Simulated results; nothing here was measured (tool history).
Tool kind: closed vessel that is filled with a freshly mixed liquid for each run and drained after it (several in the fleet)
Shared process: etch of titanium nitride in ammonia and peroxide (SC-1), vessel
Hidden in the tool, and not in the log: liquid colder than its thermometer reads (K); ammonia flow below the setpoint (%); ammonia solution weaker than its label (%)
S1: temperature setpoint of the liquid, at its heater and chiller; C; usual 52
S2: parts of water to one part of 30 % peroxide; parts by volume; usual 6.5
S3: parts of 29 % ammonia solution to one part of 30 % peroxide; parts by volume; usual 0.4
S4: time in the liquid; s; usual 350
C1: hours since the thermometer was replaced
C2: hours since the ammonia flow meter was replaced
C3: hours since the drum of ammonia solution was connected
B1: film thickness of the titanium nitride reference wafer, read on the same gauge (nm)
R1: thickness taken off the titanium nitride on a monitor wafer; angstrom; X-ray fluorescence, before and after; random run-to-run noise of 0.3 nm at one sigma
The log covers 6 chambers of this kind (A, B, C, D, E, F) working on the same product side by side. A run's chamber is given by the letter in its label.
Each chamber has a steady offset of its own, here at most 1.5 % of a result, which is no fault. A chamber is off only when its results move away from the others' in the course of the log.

| run | hour | S1 | S2 | S3 | S4 | C1 | C2 | C3 | B1 | R1 |
|---|---|---|---|---|---|---|---|---|---|---|
| 1A | 11.7 | 52 | 6.5 | 0.4 | 350 | 1172.9 | 645.8 | 333.4 | 29.919 | 329.42 |
| 2E | 22.7 | 52 | 6.5 | 0.4 | 350 | 824.4 | 1463.3 | 173.7 | 30.019 | 334.84 |
| 3B | 32.3 | 52 | 6.5 | 0.4 | 350 | 1826.7 | 631.9 | 467 | 29.993 | 338.03 |
| 4F | 42.3 | 52 | 6.5 | 0.4 | 350 | 408.9 | 63.3 | 747.6 | 30.008 | 338.76 |
|  | 44.1 | chamber F: new drum of ammonia solution connected |
| 5D | 50.1 | 52 | 6.5 | 0.4 | 350 | 336.5 | 129.8 | 587.8 | 30.007 | 330.06 |
| 6C | 60.7 | 52 | 6.5 | 0.4 | 350 | 250.3 | 358.3 | 399.3 | 29.962 | 335.02 |
| 7A | 70.5 | 52 | 7.5 | 0.55 | 350 | 1231.7 | 704.6 | 392.2 | 29.992 | 326.73 |
| 8C | 75.7 | 52 | 7.5 | 0.55 | 350 | 265.3 | 373.3 | 414.3 | 30.034 | 329.54 |
|  | 76.7 | chamber B: new drum of ammonia solution connected |
|  | 79.2 | chamber E: ammonia flow meter replaced |
| 9F | 87.1 | 52 | 7.5 | 0.55 | 350 | 453.7 | 108.1 | 43.1 | 30.001 | 325.61 |
| 10B | 93.7 | 52 | 7.5 | 0.55 | 350 | 1888.1 | 693.3 | 17 | 30.031 | 334.23 |
| 11E | 100.4 | 52 | 7.5 | 0.55 | 350 | 902.1 | 21.3 | 251.4 | 29.971 | 324.47 |
|  | 107.7 | chamber C: new drum of ammonia solution connected |
| 12D | 107.7 | 52 | 7.5 | 0.55 | 350 | 394.1 | 187.4 | 645.4 | 30.049 | 325.74 |
| 13A | 117.2 | 52 | 6.5 | 0.4 | 350 | 1278.4 | 751.3 | 438.9 | 30.048 | 331.85 |
| 14C | 123.3 | 52 | 6.5 | 0.4 | 350 | 312.9 | 420.9 | 15.7 | 30 | 343.19 |
| 15E | 133.8 | 52 | 6.5 | 0.4 | 350 | 935.5 | 54.7 | 284.8 | 29.975 | 329.92 |
| 16F | 140 | 52 | 6.5 | 0.45 | 160 | 506.6 | 161 | 96 | 29.989 | 157.56 |
| 17D | 146.1 | 52 | 6.5 | 0.45 | 160 | 432.5 | 225.8 | 683.8 | 29.981 | 156.3 |
| 18B | 151.7 | 52 | 6.5 | 0.45 | 160 | 1946.1 | 751.3 | 75 | 29.981 | 158 |
|  | 155.7 | chamber E: thermometer replaced |
| 19A | 162.8 | 52 | 6.5 | 0.45 | 160 | 1324 | 796.9 | 484.5 | 30.033 | 153.1 |
| 20E | 174.4 | 52 | 6.5 | 0.45 | 160 | 18.8 | 95.3 | 325.4 | 30.007 | 155.77 |
| 21F | 180 | 52 | 6.5 | 0.45 | 160 | 546.6 | 201 | 136 | 30.009 | 155.47 |
| 22D | 185.5 | 52 | 5 | 0.3 | 350 | 471.9 | 265.2 | 723.2 | 30.007 | 358.65 |
| 23C | 195.7 | 52 | 5 | 0.3 | 350 | 385.3 | 493.3 | 88.1 | 29.974 | 363.04 |
| 24B | 202.9 | 52 | 5 | 0.3 | 350 | 1997.3 | 802.5 | 126.2 | 29.973 | 367.88 |
| 25F | 213.2 | 52 | 5 | 0.3 | 350 | 579.8 | 234.2 | 169.2 | 30.027 | 362.45 |
| 26A | 224.5 | 52 | 5 | 0.3 | 350 | 1385.7 | 858.6 | 546.2 | 30.009 | 346.3 |
| 27E | 231 | 52 | 5 | 0.3 | 350 | 75.4 | 151.9 | 382 | 29.978 | 356.06 |
| 28C | 240.3 | 52 | 6.5 | 0.2 | 350 | 429.9 | 537.9 | 132.7 | 30.011 | 292.66 |
| 29D | 248 | 52 | 6.5 | 0.2 | 350 | 534.4 | 327.7 | 785.7 | 29.993 | 292.76 |
| 30B | 255.8 | 52 | 6.5 | 0.2 | 350 | 2050.2 | 855.4 | 179.1 | 30.012 | 299.3 |
| 31A | 261.6 | 52 | 6.5 | 0.2 | 350 | 1422.8 | 895.7 | 583.3 | 29.992 | 284.87 |
| 32B | 267.8 | 52 | 6.5 | 0.2 | 350 | 2062.2 | 867.4 | 191.1 | 29.999 | 299.36 |
| 33D | 273 | 52 | 6.5 | 0.2 | 350 | 559.4 | 352.7 | 810.7 | 30.018 | 291.91 |
| 34F | 284.1 | 52 | 6.5 | 0.4 | 350 | 650.7 | 305.1 | 240.1 | 29.968 | 336.02 |
| 35C | 289.5 | 52 | 6.5 | 0.4 | 350 | 479.1 | 587.1 | 181.9 | 30.03 | 335.43 |
| 36E | 294.6 | 52 | 6.5 | 0.4 | 350 | 139 | 215.5 | 445.6 | 30.016 | 335.59 |

What goes on in this fleet: one chamber off, a drifting gauge, or nothing beyond the chambers' own small offsets? Name the chamber and the cause, if any.

Chamber A drifts away from the others.
What lies behind it: liquid colder than its thermometer reads (K) = 0.715.

Below are 4 candidate recipes for chamber A's next run, each the usual settings with a change, their results shown as question marks. Which of them brings A's results back in line with what the other chambers give on the usual settings?
In line means no further than this from the other chambers' mean on the usual settings: R1 11 angstrom
| 37A-1 | 303.1 | 51 | 6.5 | 0.4 | 335 |  |  |  |  | ? |
| 37A-2 | 303.1 | 52 | 6.5 | 0.3 | 350 |  |  |  |  | ? |
| 37A-3 | 303.1 | 52 | 6.5 | 0.4 | 390 |  |  |  |  | ? |
| 37A-4 | 303.1 | 52.5 | 6.5 | 0.4 | 360 |  |  |  |  | ? |

The other chambers' mean on the usual settings: R1 334.54 angstrom
| run | R1 |
|---|---|
| 37A-1 | 281.09 |
| 37A-2 | 298.97 |
| 37A-3 | 350.49 |
| 37A-4 | 334.66 |
37A-4 is the one that brings the chamber's results back in line with the other chambers.

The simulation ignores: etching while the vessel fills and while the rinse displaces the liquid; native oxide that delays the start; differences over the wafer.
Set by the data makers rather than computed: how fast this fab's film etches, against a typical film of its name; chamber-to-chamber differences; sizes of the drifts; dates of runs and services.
